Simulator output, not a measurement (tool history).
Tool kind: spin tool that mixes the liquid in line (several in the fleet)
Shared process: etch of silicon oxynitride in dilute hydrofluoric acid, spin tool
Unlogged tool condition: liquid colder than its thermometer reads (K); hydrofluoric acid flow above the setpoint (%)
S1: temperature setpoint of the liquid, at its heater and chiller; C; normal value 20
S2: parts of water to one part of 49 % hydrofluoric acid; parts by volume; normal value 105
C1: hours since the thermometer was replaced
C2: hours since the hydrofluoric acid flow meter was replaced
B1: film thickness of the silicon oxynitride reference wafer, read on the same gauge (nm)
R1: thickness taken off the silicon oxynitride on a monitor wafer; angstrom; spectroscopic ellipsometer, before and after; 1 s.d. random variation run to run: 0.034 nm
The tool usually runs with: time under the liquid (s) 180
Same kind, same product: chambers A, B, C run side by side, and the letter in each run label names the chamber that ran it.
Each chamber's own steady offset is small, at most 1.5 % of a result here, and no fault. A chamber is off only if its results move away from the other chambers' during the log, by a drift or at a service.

run 1C hour=8.9 | S1=20 S2=105 time_under_the_liquid_(s)=180 | C1=1193.6 C2=111.6 | B1=150.01 | R1=55.629
run 2B hour=19.3 | S1=20 S2=105 time_under_the_liquid_(s)=180 | C1=522.6 C2=679 | B1=149.99 | R1=56.89
run 3A hour=28.2 | S1=20 S2=105 time_under_the_liquid_(s)=180 | C1=1380.4 C2=962.7 | B1=150.01 | R1=57.033
run 4B hour=34.1 | S1=20 S2=105 time_under_the_liquid_(s)=180 | C1=537.4 C2=693.8 | B1=150 | R1=56.383
run 5C hour=41.4 | S1=20 S2=105 time_under_the_liquid_(s)=180 | C1=1226.1 C2=144.1 | B1=150 | R1=55.001
run 6A hour=47.1 | S1=20 S2=105 time_under_the_liquid_(s)=180 | C1=1399.3 C2=981.6 | B1=150.01 | R1=56.845
run 7A hour=53.5 | S1=20 S2=150 time_under_the_liquid_(s)=75 | C1=1405.7 C2=988 | B1=150.01 | R1=16.322
run 8B hour=64.2 | S1=20 S2=150 time_under_the_liquid_(s)=75 | C1=567.5 C2=723.9 | B1=149.99 | R1=16.155
run 9C hour=71 | S1=20 S2=150 time_under_the_liquid_(s)=75 | C1=1255.7 C2=173.7 | B1=150.01 | R1=15.87
run 10C hour=80.2 | S1=20 S2=105 time_under_the_liquid_(s)=180 | C1=1264.9 C2=182.9 | B1=149.99 | R1=55.9
run 11B hour=90.8 | S1=20 S2=105 time_under_the_liquid_(s)=180 | C1=594.1 C2=750.5 | B1=150.01 | R1=56.771
run 12A hour=101.2 | S1=20 S2=105 time_under_the_liquid_(s)=180 | C1=1453.4 C2=1035.7 | B1=150 | R1=57.317
run 13B hour=109.3 | S1=20 S2=105 time_under_the_liquid_(s)=180 | C1=612.6 C2=769 | B1=150 | R1=56.97
run 14A hour=117.8 | S1=20 S2=75 time_under_the_liquid_(s)=180 | C1=1470 C2=1052.3 | B1=150.01 | R1=82.039
run 15C hour=125.2 | S1=20 S2=75 time_under_the_liquid_(s)=180 | C1=1309.9 C2=227.9 | B1=150.02 | R1=79.542
run 16B hour=133.4 | S1=20 S2=75 time_under_the_liquid_(s)=180 | C1=636.7 C2=793.1 | B1=149.99 | R1=80.726
run 17A hour=144.3 | S1=20 S2=105 time_under_the_liquid_(s)=180 | C1=1496.5 C2=1078.8 | B1=150 | R1=58.24
run 18C hour=151.5 | S1=20 S2=105 time_under_the_liquid_(s)=180 | C1=1336.2 C2=254.2 | B1=149.99 | R1=55.611
run 19A hour=159.6 | S1=20 S2=105 time_under_the_liquid_(s)=180 | C1=1511.8 C2=1094.1 | B1=149.98 | R1=58.146
run 20B hour=165.2 | S1=20 S2=105 time_under_the_liquid_(s)=180 | C1=668.5 C2=824.9 | B1=149.97 | R1=56.56
run 21C hour=173.9 | S1=20 S2=105 time_under_the_liquid_(s)=180 | C1=1358.6 C2=276.6 | B1=150 | R1=56.149
run 22A hour=182.3 | S1=20 S2=105 time_under_the_liquid_(s)=180 | C1=1534.5 C2=1116.8 | B1=150.03 | R1=58.799
run 23C hour=193.6 | S1=20 S2=105 time_under_the_liquid_(s)=180 | C1=1378.3 C2=296.3 | B1=150 | R1=55.987
-- hour=199.9 chamber C: thermometer replaced
run 24B hour=200.1 | S1=20 S2=105 time_under_the_liquid_(s)=180 | C1=703.4 C2=859.8 | B1=149.99 | R1=57.424
run 25B hour=207.6 | S1=20 S2=105 time_under_the_liquid_(s)=180 | C1=710.9 C2=867.3 | B1=150.01 | R1=56.792
-- hour=215.7 chamber B: thermometer replaced
run 26A hour=216.3 | S1=20 S2=105 time_under_the_liquid_(s)=180 | C1=1568.5 C2=1150.8 | B1=150 | R1=59.071
run 27C hour=222.5 | S1=20 S2=65 time_under_the_liquid_(s)=180 | C1=22.6 C2=325.2 | B1=149.99 | R1=91.77
run 28A hour=228.6 | S1=20 S2=65 time_under_the_liquid_(s)=180 | C1=1580.8 C2=1163.1 | B1=149.97 | R1=97.674
run 29C hour=238.4 | S1=20 S2=65 time_under_the_liquid_(s)=180 | C1=38.5 C2=341.1 | B1=150 | R1=92.003
run 30B hour=249.4 | S1=20 S2=60 time_under_the_liquid_(s)=180 | C1=33.7 C2=909.1 | B1=149.99 | R1=102.07
run 31C hour=255 | S1=20 S2=60 time_under_the_liquid_(s)=180 | C1=55.1 C2=357.7 | B1=150 | R1=100.11

Decide between three cases: one chamber stands off from its peers, the gauge reading all wafers drifts, or nothing is wrong past each chamber's small offset. Where a chamber is off, say which and what most likely put it there.

One chamber, A, drifts off from the rest bit by bit.
Most likely cause: hydrofluoric acid flow above the setpoint (%) = 4.96.
It could be hard to tell apart here from: liquid hotter than its thermometer reads (K).

Chamber A could run next with any of the 4 candidate recipes listed below; each alters the usual settings, and their results appear as question marks. Which one brings its results back in line with what the other chambers deliver on the usual settings?
In line means no further than this from the other chambers' mean on the usual settings: R1 1.2 angstrom
run 32A-1 hour=263.3 | S1=19.5 S2=105 time_under_the_liquid_(s)=180 | R1=?
run 32A-2 hour=263.3 | S1=20 S2=105 time_under_the_liquid_(s)=170 | R1=?
run 32A-3 hour=263.3 | S1=20 S2=105 time_under_the_liquid_(s)=190 | R1=?
run 32A-4 hour=263.3 | S1=20 S2=105 time_under_the_liquid_(s)=185 | R1=?

Average result of the remaining chambers running the usual settings: R1 56.459 angstrom
run=32A-1 R1=58.584
run=32A-2 R1=56.703
run=32A-3 R1=63.373
run=32A-4 R1=61.706
It is 32A-2 that realigns the chamber with its peers.

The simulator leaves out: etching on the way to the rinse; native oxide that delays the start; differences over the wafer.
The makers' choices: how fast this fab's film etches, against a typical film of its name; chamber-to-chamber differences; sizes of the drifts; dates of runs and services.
